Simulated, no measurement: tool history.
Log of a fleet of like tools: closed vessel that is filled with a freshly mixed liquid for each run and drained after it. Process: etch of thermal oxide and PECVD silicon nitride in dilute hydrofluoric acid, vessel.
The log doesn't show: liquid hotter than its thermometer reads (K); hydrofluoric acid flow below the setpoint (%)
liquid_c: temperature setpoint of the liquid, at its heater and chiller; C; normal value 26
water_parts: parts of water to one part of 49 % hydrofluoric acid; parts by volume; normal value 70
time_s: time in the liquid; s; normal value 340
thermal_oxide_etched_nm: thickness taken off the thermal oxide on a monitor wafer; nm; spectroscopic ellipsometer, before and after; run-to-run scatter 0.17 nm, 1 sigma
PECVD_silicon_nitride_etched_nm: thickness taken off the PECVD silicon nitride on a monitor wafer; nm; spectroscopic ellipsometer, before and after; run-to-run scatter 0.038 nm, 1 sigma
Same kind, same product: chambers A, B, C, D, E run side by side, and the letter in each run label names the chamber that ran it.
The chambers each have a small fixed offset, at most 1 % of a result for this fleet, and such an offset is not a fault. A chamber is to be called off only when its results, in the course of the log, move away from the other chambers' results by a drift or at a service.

run     day  liquid_c  water_parts  time_s  hours since the thermometer was replaced  hours since the hydrofluoric acid flow meter was replaced  read-back film thickness of the thermal oxide reference wafer, read on the same gauge (nm)  read-back film thickness of the PECVD silicon nitride reference wafer, read on the same gauge (nm)  thermal_oxide_etched_nm  PECVD_silicon_nitride_etched_nm
 1E   0.308        26           70     340                                    2439.3                                                      404.8                                                                                       89.96                                                                                                 150                   26.325                            9.409
 2B   0.796        26           70     340                                    1424.1                                                      657.6                                                                                      90.014                                                                                              149.99                   25.712                            9.412
 3A   1.275        26           70     340                                     471.7                                                      756.8                                                                                      89.984                                                                                              150.01                   25.565                           9.3741
 4C   1.567        26           70     340                                     125.3                                                      962.1                                                                                      90.037                                                                                              149.97                    26.24                           9.3974
 5D   1.988        26           70     340                                     563.2                                                      159.6                                                                                      90.036                                                                                              150.01                   26.185                           9.4598
 6E   2.462        23           45     340                                      2491                                                      456.5                                                                                      90.005                                                                                              150.01                   37.449                           11.859
 7D   3.104        23           45     340                                       590                                                      186.4                                                                                      90.014                                                                                              149.97                   37.107                           12.024
      3.329  -- chamber B: thermometer replaced
 8B   3.675        23           45     340                                       8.3                                                      726.7                                                                                      90.002                                                                                              150.03                    36.56                           11.753
 9C   4.229        23           45     340                                     189.2                                                       1026                                                                                      90.009                                                                                              149.99                   36.478                           11.698
10A   4.617        23           45     340                                     551.9                                                        837                                                                                      89.998                                                                                              149.99                   36.968                           11.812
11D     5.1        26           70     340                                     637.9                                                      234.3                                                                                       90.01                                                                                              149.99                   25.924                           9.5073
      5.262  -- chamber D: thermometer replaced
12B   5.633        26           70     340                                      55.3                                                      773.7                                                                                      90.045                                                                                              149.94                    25.84                           9.4138
      5.646  -- chamber C: hydrofluoric acid flow meter replaced
13A   6.096        26           70     340                                     587.4                                                      872.5                                                                                      89.991                                                                                              149.98                   25.962                           9.3915
14C   6.638        26           40     470                                       247                                                       23.9                                                                                      90.027                                                                                                 150                   65.592                           22.367
15E   7.279        26           40     470                                    2606.6                                                      572.1                                                                                      89.997                                                                                              150.01                   65.722                           22.127
      7.525  -- chamber E: thermometer replaced
16C   7.942        26           40     470                                     278.3                                                       55.2                                                                                      89.985                                                                                                 150                   65.367                           22.359
17A   8.579        26           40     470                                       647                                                      932.1                                                                                      90.043                                                                                              150.01                   64.483                           22.246
18E   8.888        26           40     470                                      32.8                                                      610.7                                                                                      89.986                                                                                              149.96                   64.573                           21.888
19D   9.217        26           70     340                                        95                                                      333.1                                                                                      89.999                                                                                              149.97                   25.908                           9.5022
20B   9.596        26           70     340                                     150.4                                                      868.8                                                                                      90.038                                                                                              149.99                   25.573                           9.4766
21D  10.046        26           70     340                                     114.9                                                        353                                                                                      90.002                                                                                              149.99                    26.07                           9.4151
22C  10.333        26           70     340                                     335.7                                                      112.6                                                                                      90.013                                                                                              150.02                   26.078                            9.388
23B   10.65        26           70     340                                     175.7                                                      894.1                                                                                      90.027                                                                                              150.02                   25.764                           9.4215
24E  11.238        26           70     340                                      89.2                                                      667.1                                                                                      90.028                                                                                              149.98                   25.284                           9.0406
25A  11.683        26           70     340                                     721.5                                                     1006.6                                                                                      89.983                                                                                              149.97                   26.248                           9.4087
26A  12.346        26           70     340                                     737.4                                                     1022.5                                                                                      90.054                                                                                              149.98                   26.115                           9.3848
27E  12.979        26           70     340                                       131                                                      708.9                                                                                      89.994                                                                                              150.03                   24.748                           8.8642
28C  13.288        26           70     340                                     406.6                                                      183.5                                                                                      90.015                                                                                              150.01                    26.02                           9.3733
29B  13.671        26           70     340                                     248.2                                                      966.6                                                                                      89.975                                                                                              150.03                   25.803                           9.4208
30D  14.217        26           70     340                                       215                                                      453.1                                                                                      89.974                                                                                              150.04                   25.767                           9.5033
31B  14.646        26           70     340                                     271.6                                                        990                                                                                      89.981                                                                                              150.01                   25.729                           9.3842
32E  15.271        26           70     340                                       186                                                      763.9                                                                                      89.994                                                                                              149.98                   24.379                           8.7605
33A  15.629        26           70     340                                     816.2                                                     1101.3                                                                                      90.016                                                                                                 150                   26.119                            9.372
34C  16.246        26           70     340                                     477.6                                                      254.5                                                                                      89.975                                                                                              150.03                   25.806                           9.3418

One chamber off, gauge drift, or nothing amiss beyond the chambers' own small offsets? If it is a chamber, which one, and what is the likeliest cause?

One chamber, E, drifts off from the rest bit by bit.
What lies behind it: hydrofluoric acid flow below the setpoint (%) = 6.94.

Here are 4 candidates for chamber E's next run, each the usual settings with a change, their results left as question marks. Which one brings its results back in line with what the others give on the usual settings?
Allowed miss from the other chambers' usual-settings mean, per result, to count as in line: thermal_oxide_etched_nm 0.59 nm; PECVD_silicon_nitride_etched_nm 0.13 nm
35E-1  16.721      25.5           70     335                                                                                                                                                                                                                                                                                                                             ?                                ?
35E-2  16.721      26.5           70     345                                                                                                                                                                                                                                                                                                                             ?                                ?
35E-3  16.721      25.5           70     325                                                                                                                                                                                                                                                                                                                             ?                                ?
35E-4  16.721      26.5           70     355                                                                                                                                                                                                                                                                                                                             ?                                ?

What the other chambers average on the usual settings: thermal_oxide_etched_nm 25.965 nm; PECVD_silicon_nitride_etched_nm 9.4111 nm
  run  thermal_oxide_etched_nm  PECVD_silicon_nitride_etched_nm
35E-1                   23.379                           8.2748
35E-2                   25.061                           9.1056
35E-3                   22.681                           8.0278
35E-4                   25.787                           9.3695
The answer is 35E-4, which returns the chamber to within the allowed miss of the others.

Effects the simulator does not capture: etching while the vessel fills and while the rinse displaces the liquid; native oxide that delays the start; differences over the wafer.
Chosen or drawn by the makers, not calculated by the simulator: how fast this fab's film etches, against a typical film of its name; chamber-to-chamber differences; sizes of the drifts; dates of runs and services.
